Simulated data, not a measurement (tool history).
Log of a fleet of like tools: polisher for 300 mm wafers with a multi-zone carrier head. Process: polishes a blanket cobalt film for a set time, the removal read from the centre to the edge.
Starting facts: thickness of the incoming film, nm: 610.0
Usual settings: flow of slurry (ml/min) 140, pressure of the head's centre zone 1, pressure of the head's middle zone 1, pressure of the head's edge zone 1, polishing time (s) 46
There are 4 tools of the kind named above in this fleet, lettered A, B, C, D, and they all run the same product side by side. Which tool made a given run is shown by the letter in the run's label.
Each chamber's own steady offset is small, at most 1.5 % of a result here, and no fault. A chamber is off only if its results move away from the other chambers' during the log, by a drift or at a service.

run,hour,flow of slurry (ml/min),pressure of the head's centre zone,pressure of the head's middle zone,pressure of the head's edge zone,polishing time (s),film removed at the wafer's centre (nm),film removed at mid-radius (nm),film removed at the wafer's edge (nm)
1D,3.3,140,1,1,1,46,251.74,249.61,240.06
2C,8,140,1,1,1,46,248.92,248.74,245.71
# hour 10.5: chamber A: slurry nozzle cleaned
3B,13.3,140,1,1,1,46,252.94,247.72,244.67
4A,17.2,140,1,1,1,46,244.61,252.85,249.57
5D,22.8,140,1,1,1,46,245.42,249.37,253.07
6A,26.5,140,1,1,1,46,246.83,251.74,252.14
7C,29.9,140,1,1,1,46,250.49,248.3,241.32
8B,34.2,140,1,1,1,46,246.78,247.7,244.76
# hour 37.2: chamber D: worn pad replaced by a new one
9B,37.2,140,1.06,1,1,32,185.27,173.01,172.11
10D,42.3,140,1.06,1,1,32,186.19,174.09,171.11
11A,47.8,140,1.06,1,1,32,184.43,173.28,174.26
12C,51.1,140,1.06,1,1,32,182.42,174.81,177.45
13D,56.1,140,1,1,1,46,251.46,253.08,249.65
14B,61.1,140,1,1,1,46,241.52,248.53,242.58
15A,67,140,1.05,1,1,34,190.95,186.25,182.09
16C,70,140,1.05,1,1,34,196.29,183.33,186.43
17B,76,140,1.05,1,1,34,198.62,184.31,185.01
# hour 78.1: chamber C: worn pad replaced by a new one
# hour 80.5: chamber C: edge zone pressure recalibrated
18A,81.2,140,1.05,1,1,34,193.52,186.11,182.08
19D,84.9,140,1,1,1,46,249.6,250.82,252.26
# hour 85.1: chamber C: centre zone pressure recalibrated
20C,88.5,140,1,1,1,46,245.93,242.74,242.54
# hour 91.8: chamber B: worn pad replaced by a new one
21A,92.7,140,1,1,1,46,247.88,253.28,247.76
22D,98.5,140,1,1,1,46,248.94,249.75,245.81
23B,101.2,140,1,1,1,46,247.3,247.61,245.46
24C,107.1,140,1,1,1,46,239.49,244.44,245.47
25D,112.2,140,1,1,1,46,247.56,247.49,250.93
26A,116.6,140,1,1,1,46,247.79,252.05,249.69
# hour 117.8: chamber D: edge zone pressure recalibrated
# hour 118.8: chamber D: worn pad replaced by a new one
27C,122.1,140,1,1,1,46,240.96,241.06,241.78
# hour 124.3: chamber A: worn pad replaced by a new one
28B,127.5,140,1,1,1,46,249.98,248.35,247.17
29D,130.4,140,1,1,1,46,251.71,250.18,252.14
30B,135.6,140,1,1,1,46,253.3,247.49,240.86
31C,140.9,140,1,1,1,46,229.75,236.29,239.04
32A,144.9,140,1,1,1,46,245.72,250.11,241.32
33B,147.8,140,1,1,1,46,248.96,247.26,254.71
34A,150.6,140,1,1,1,46,250.01,253.18,249.77
35C,154.3,140,1,1,1,46,231.46,230.02,239.72
36D,157.5,140,1,1,1,46,250.39,247.23,248.23
37A,163.6,140,1,1,1,46,250.14,253.04,244.16
38C,169.2,140,1,1,1,46,222.08,229.42,229.97

The same settings go to every chamber for the next run, one line per chamber below. Forecast the results for each:
39A,173.7,140,1.05,1,1,46,?,?,?
39B,173.7,140,1.05,1,1,46,?,?,?
39C,173.7,140,1.05,1,1,46,?,?,?
39D,173.7,140,1.05,1,1,46,?,?,?

run,film removed at the wafer's centre (nm),film removed at mid-radius (nm),film removed at the wafer's edge (nm)
39A,265.12,251.88,247.8
39B,265.28,245.49,242.07
39C,236.22,227.66,229.93
39D,259.34,248.18,252.34
